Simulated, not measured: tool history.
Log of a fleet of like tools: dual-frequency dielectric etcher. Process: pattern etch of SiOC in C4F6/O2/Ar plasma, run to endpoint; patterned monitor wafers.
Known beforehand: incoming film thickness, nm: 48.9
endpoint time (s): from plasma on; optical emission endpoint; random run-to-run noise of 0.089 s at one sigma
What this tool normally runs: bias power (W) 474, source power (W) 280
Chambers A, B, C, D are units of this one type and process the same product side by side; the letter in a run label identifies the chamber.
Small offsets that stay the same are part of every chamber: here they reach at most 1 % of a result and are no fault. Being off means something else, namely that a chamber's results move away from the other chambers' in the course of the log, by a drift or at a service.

run,hour,bias power (W),source power (W),endpoint time (s)
1A,3.3,474,280,19.221
2D,5.5,474,280,19.148
3B,8.5,474,280,19.099
# hour 10.7: chamber D: bias power generator calibrated
4C,11.8,474,280,19.174
5C,16.3,474,280,19.151
6B,19.6,474,280,19.085
# hour 20.9: chamber D: wet clean of the chamber
7D,22.3,414,320,19.323
8A,25.5,414,320,19.32
9B,28.4,414,320,19.323
10C,32.2,414,320,19.156
11A,36.6,474,280,19.269
12D,40.8,474,280,19.238
13B,43.3,474,280,19.016
14A,47.4,430,310,19.301
15C,50.1,430,310,19.143
16D,54.2,430,310,19.084
17A,57.6,430,310,19.029
18D,59.9,474,280,19.246
19C,63.1,474,280,19.166
20B,66.1,474,280,19.153
21C,69.7,553,310,17.451
22A,73.3,553,310,17.488
23B,76.2,553,310,17.357
24D,78.9,553,310,17.521
25A,83.3,474,280,19.26
26D,85.6,474,280,19.233
27C,88.7,474,280,19.235
28B,92.9,474,280,19.129
29A,95.7,474,280,19.18

Which is it: a chamber that has drifted or been left off by a service, a gauge drift common to all chambers, or only each chamber's usual small offset? If a chamber is off, name it and its likeliest cause.

No chamber is off and the gauge is stable; the differences are just each chamber's small, constant offset.
